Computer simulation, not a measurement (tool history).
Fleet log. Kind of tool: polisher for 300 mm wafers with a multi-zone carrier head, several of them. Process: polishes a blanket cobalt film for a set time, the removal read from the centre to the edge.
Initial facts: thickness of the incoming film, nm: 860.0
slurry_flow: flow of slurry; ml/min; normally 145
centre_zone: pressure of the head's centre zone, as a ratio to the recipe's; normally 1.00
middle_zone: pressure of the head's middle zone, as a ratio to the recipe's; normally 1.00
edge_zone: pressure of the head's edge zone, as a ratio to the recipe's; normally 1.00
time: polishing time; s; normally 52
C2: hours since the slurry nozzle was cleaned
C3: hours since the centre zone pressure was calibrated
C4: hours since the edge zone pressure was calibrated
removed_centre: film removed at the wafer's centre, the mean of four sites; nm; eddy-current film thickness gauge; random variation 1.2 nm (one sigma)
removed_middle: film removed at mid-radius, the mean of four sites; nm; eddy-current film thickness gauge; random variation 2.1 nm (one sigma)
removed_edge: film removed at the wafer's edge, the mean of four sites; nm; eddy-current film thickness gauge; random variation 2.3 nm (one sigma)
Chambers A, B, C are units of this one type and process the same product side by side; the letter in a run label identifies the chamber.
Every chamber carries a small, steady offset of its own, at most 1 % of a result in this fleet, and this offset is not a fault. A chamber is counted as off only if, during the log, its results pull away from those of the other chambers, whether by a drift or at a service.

run 1C hour=13.2 | slurry_flow=145 centre_zone=1.00 middle_zone=1.00 edge_zone=1.00 time=52 | wafers_polished_on_this_pad=838 C2=194.3 C3=797.2 C4=136.5 | removed_centre=176.93 removed_middle=176.94 removed_edge=174.78
-- hour=18.0 chamber B: worn pad replaced by a new one
run 2B hour=20.9 | slurry_flow=145 centre_zone=1.00 middle_zone=1.00 edge_zone=1.00 time=52 | wafers_polished_on_this_pad=41 C2=323.4 C3=602.6 C4=485.3 | removed_centre=172.75 removed_middle=173.06 removed_edge=173.26
-- hour=24.2 chamber B: slurry nozzle cleaned
run 3A hour=28.2 | slurry_flow=145 centre_zone=1.00 middle_zone=1.00 edge_zone=1.00 time=52 | wafers_polished_on_this_pad=671 C2=730.0 C3=413.4 C4=438.8 | removed_centre=175.19 removed_middle=175.11 removed_edge=177.40
-- hour=33.7 chamber C: worn pad replaced by a new one
run 4A hour=36.7 | slurry_flow=145 centre_zone=1.00 middle_zone=1.00 edge_zone=1.00 time=52 | wafers_polished_on_this_pad=788 C2=738.5 C3=421.9 C4=447.3 | removed_centre=171.84 removed_middle=175.14 removed_edge=177.84
-- hour=42.1 chamber A: worn pad replaced by a new one
run 5B hour=45.7 | slurry_flow=145 centre_zone=1.00 middle_zone=1.00 edge_zone=1.00 time=52 | wafers_polished_on_this_pad=382 C2=21.6 C3=627.4 C4=510.1 | removed_centre=174.06 removed_middle=176.29 removed_edge=173.66
-- hour=51.0 chamber A: slurry nozzle cleaned
run 6C hour=58.6 | slurry_flow=145 centre_zone=0.96 middle_zone=1.00 edge_zone=1.00 time=52 | wafers_polished_on_this_pad=342 C2=239.7 C3=842.6 C4=181.9 | removed_centre=170.27 removed_middle=174.74 removed_edge=177.06
run 7B hour=72.5 | slurry_flow=145 centre_zone=0.96 middle_zone=1.00 edge_zone=1.00 time=52 | wafers_polished_on_this_pad=750 C2=48.4 C3=654.2 C4=536.9 | removed_centre=168.53 removed_middle=175.68 removed_edge=172.64
run 8C hour=83.3 | slurry_flow=145 centre_zone=0.96 middle_zone=1.00 edge_zone=1.00 time=52 | wafers_polished_on_this_pad=682 C2=264.4 C3=867.3 C4=206.6 | removed_centre=167.67 removed_middle=177.24 removed_edge=177.69
-- hour=94.1 chamber B: worn pad replaced by a new one
run 9A hour=96.4 | slurry_flow=145 centre_zone=1.00 middle_zone=1.00 edge_zone=1.00 time=52 | wafers_polished_on_this_pad=747 C2=45.4 C3=481.6 C4=507.0 | removed_centre=173.55 removed_middle=175.27 removed_edge=177.39
-- hour=106.3 chamber C: worn pad replaced by a new one
run 10B hour=111.7 | slurry_flow=145 centre_zone=1.00 middle_zone=1.00 edge_zone=1.00 time=52 | wafers_polished_on_this_pad=243 C2=87.6 C3=693.4 C4=576.1 | removed_centre=172.52 removed_middle=175.72 removed_edge=172.29
-- hour=120.5 chamber A: worn pad replaced by a new one
run 11C hour=125.0 | slurry_flow=145 centre_zone=1.00 middle_zone=1.00 edge_zone=1.00 time=52 | wafers_polished_on_this_pad=258 C2=306.1 C3=909.0 C4=248.3 | removed_centre=174.37 removed_middle=176.35 removed_edge=177.18
run 12A hour=136.3 | slurry_flow=145 centre_zone=1.00 middle_zone=1.00 edge_zone=0.92 time=52 | wafers_polished_on_this_pad=218 C2=85.3 C3=521.5 C4=546.9 | removed_centre=176.20 removed_middle=173.48 removed_edge=167.85
-- hour=143.6 chamber B: centre zone pressure recalibrated
run 13C hour=151.2 | slurry_flow=145 centre_zone=1.00 middle_zone=1.00 edge_zone=0.92 time=52 | wafers_polished_on_this_pad=618 C2=332.3 C3=935.2 C4=274.5 | removed_centre=176.75 removed_middle=177.47 removed_edge=168.02
-- hour=152.7 chamber B: worn pad replaced by a new one
run 14B hour=163.7 | slurry_flow=145 centre_zone=1.00 middle_zone=1.00 edge_zone=0.92 time=52 | wafers_polished_on_this_pad=151 C2=139.6 C3=20.2 C4=628.1 | removed_centre=175.04 removed_middle=174.72 removed_edge=167.26
run 15A hour=174.9 | slurry_flow=145 centre_zone=1.00 middle_zone=1.00 edge_zone=1.00 time=52 | wafers_polished_on_this_pad=749 C2=123.9 C3=560.1 C4=585.5 | removed_centre=177.53 removed_middle=172.49 removed_edge=175.71
-- hour=179.5 chamber C: worn pad replaced by a new one
run 16C hour=183.0 | slurry_flow=145 centre_zone=1.00 middle_zone=1.00 edge_zone=1.00 time=52 | wafers_polished_on_this_pad=48 C2=364.1 C3=967.0 C4=306.3 | removed_centre=176.49 removed_middle=172.77 removed_edge=177.34
run 17B hour=192.0 | slurry_flow=145 centre_zone=1.00 middle_zone=1.00 edge_zone=1.00 time=52 | wafers_polished_on_this_pad=541 C2=167.9 C3=48.5 C4=656.4 | removed_centre=173.93 removed_middle=172.40 removed_edge=172.37
-- hour=193.6 chamber A: worn pad replaced by a new one
run 18A hour=203.8 | slurry_flow=145 centre_zone=1.00 middle_zone=1.00 edge_zone=1.00 time=52 | wafers_polished_on_this_pad=141 C2=152.8 C3=589.0 C4=614.4 | removed_centre=179.25 removed_middle=175.82 removed_edge=176.42
-- hour=212.3 chamber B: worn pad replaced by a new one
run 19C hour=212.5 | slurry_flow=145 centre_zone=1.00 middle_zone=1.00 edge_zone=1.05 time=68 | wafers_polished_on_this_pad=454 C2=393.6 C3=996.5 C4=335.8 | removed_centre=228.19 removed_middle=227.48 removed_edge=237.93
run 20A hour=224.5 | slurry_flow=145 centre_zone=1.00 middle_zone=1.00 edge_zone=1.05 time=68 | wafers_polished_on_this_pad=426 C2=173.5 C3=609.7 C4=635.1 | removed_centre=229.70 removed_middle=229.44 removed_edge=233.84
run 21B hour=233.9 | slurry_flow=145 centre_zone=1.00 middle_zone=1.00 edge_zone=1.05 time=68 | wafers_polished_on_this_pad=297 C2=209.8 C3=90.4 C4=698.3 | removed_centre=227.88 removed_middle=229.56 removed_edge=239.61
run 22B hour=242.3 | slurry_flow=145 centre_zone=1.00 middle_zone=1.00 edge_zone=0.93 time=52 | wafers_polished_on_this_pad=413 C2=218.2 C3=98.8 C4=706.7 | removed_centre=175.30 removed_middle=179.70 removed_edge=169.67
-- hour=246.8 chamber C: worn pad replaced by a new one
-- hour=248.8 chamber B: edge zone pressure recalibrated
run 23A hour=255.1 | slurry_flow=145 centre_zone=1.00 middle_zone=1.00 edge_zone=0.93 time=52 | wafers_polished_on_this_pad=847 C2=204.1 C3=640.3 C4=665.7 | removed_centre=178.56 removed_middle=171.82 removed_edge=171.66
-- hour=263.8 chamber A: worn pad replaced by a new one
run 24C hour=270.5 | slurry_flow=145 centre_zone=1.00 middle_zone=1.00 edge_zone=0.93 time=52 | wafers_polished_on_this_pad=326 C2=451.6 C3=1054.5 C4=393.8 | removed_centre=174.98 removed_middle=175.92 removed_edge=168.86
-- hour=270.7 chamber B: worn pad replaced by a new one
run 25B hour=279.1 | slurry_flow=145 centre_zone=1.00 middle_zone=1.10 edge_zone=1.07 time=52 | wafers_polished_on_this_pad=116 C2=255.0 C3=135.6 C4=30.3 | removed_centre=175.63 removed_middle=190.60 removed_edge=180.65
-- hour=281.7 chamber C: centre zone pressure recalibrated
run 26C hour=292.6 | slurry_flow=145 centre_zone=1.00 middle_zone=1.10 edge_zone=1.07 time=52 | wafers_polished_on_this_pad=630 C2=473.7 C3=11.0 C4=415.9 | removed_centre=176.55 removed_middle=189.07 removed_edge=176.47
run 27A hour=301.1 | slurry_flow=145 centre_zone=1.00 middle_zone=1.10 edge_zone=1.07 time=52 | wafers_polished_on_this_pad=513 C2=250.1 C3=686.3 C4=711.7 | removed_centre=180.95 removed_middle=195.18 removed_edge=182.19
run 28C hour=310.1 | slurry_flow=145 centre_zone=1.00 middle_zone=1.00 edge_zone=1.00 time=52 | wafers_polished_on_this_pad=871 C2=491.2 C3=28.5 C4=433.4 | removed_centre=175.70 removed_middle=171.76 removed_edge=173.54
run 29B hour=318.9 | slurry_flow=145 centre_zone=1.00 middle_zone=1.00 edge_zone=1.00 time=52 | wafers_polished_on_this_pad=664 C2=294.8 C3=175.4 C4=70.1 | removed_centre=172.94 removed_middle=174.53 removed_edge=174.34
run 30A hour=329.4 | slurry_flow=145 centre_zone=1.07 middle_zone=1.00 edge_zone=1.00 time=52 | wafers_polished_on_this_pad=903 C2=278.4 C3=714.6 C4=740.0 | removed_centre=196.10 removed_middle=174.05 removed_edge=176.86
-- hour=331.4 chamber A: worn pad replaced by a new one
run 31A hour=341.8 | slurry_flow=145 centre_zone=1.07 middle_zone=1.00 edge_zone=1.00 time=52 | wafers_polished_on_this_pad=144 C2=290.8 C3=727.0 C4=752.4 | removed_centre=195.10 removed_middle=174.70 removed_edge=178.28

Predict what each chamber gives when all 3 of them run the settings below next.
run 32A hour=352.9 | slurry_flow=145 centre_zone=1.00 middle_zone=1.09 edge_zone=1.00 time=52 | removed_centre=? removed_middle=? removed_edge=?
run 32B hour=352.9 | slurry_flow=145 centre_zone=1.00 middle_zone=1.09 edge_zone=1.00 time=52 | removed_centre=? removed_middle=? removed_edge=?
run 32C hour=352.9 | slurry_flow=145 centre_zone=1.00 middle_zone=1.09 edge_zone=1.00 time=52 | removed_centre=? removed_middle=? removed_edge=?

run=32A removed_centre=185.94 removed_middle=185.62 removed_edge=176.63
run=32B removed_centre=172.55 removed_middle=192.29 removed_edge=176.12
run=32C removed_centre=177.16 removed_middle=191.75 removed_edge=168.77

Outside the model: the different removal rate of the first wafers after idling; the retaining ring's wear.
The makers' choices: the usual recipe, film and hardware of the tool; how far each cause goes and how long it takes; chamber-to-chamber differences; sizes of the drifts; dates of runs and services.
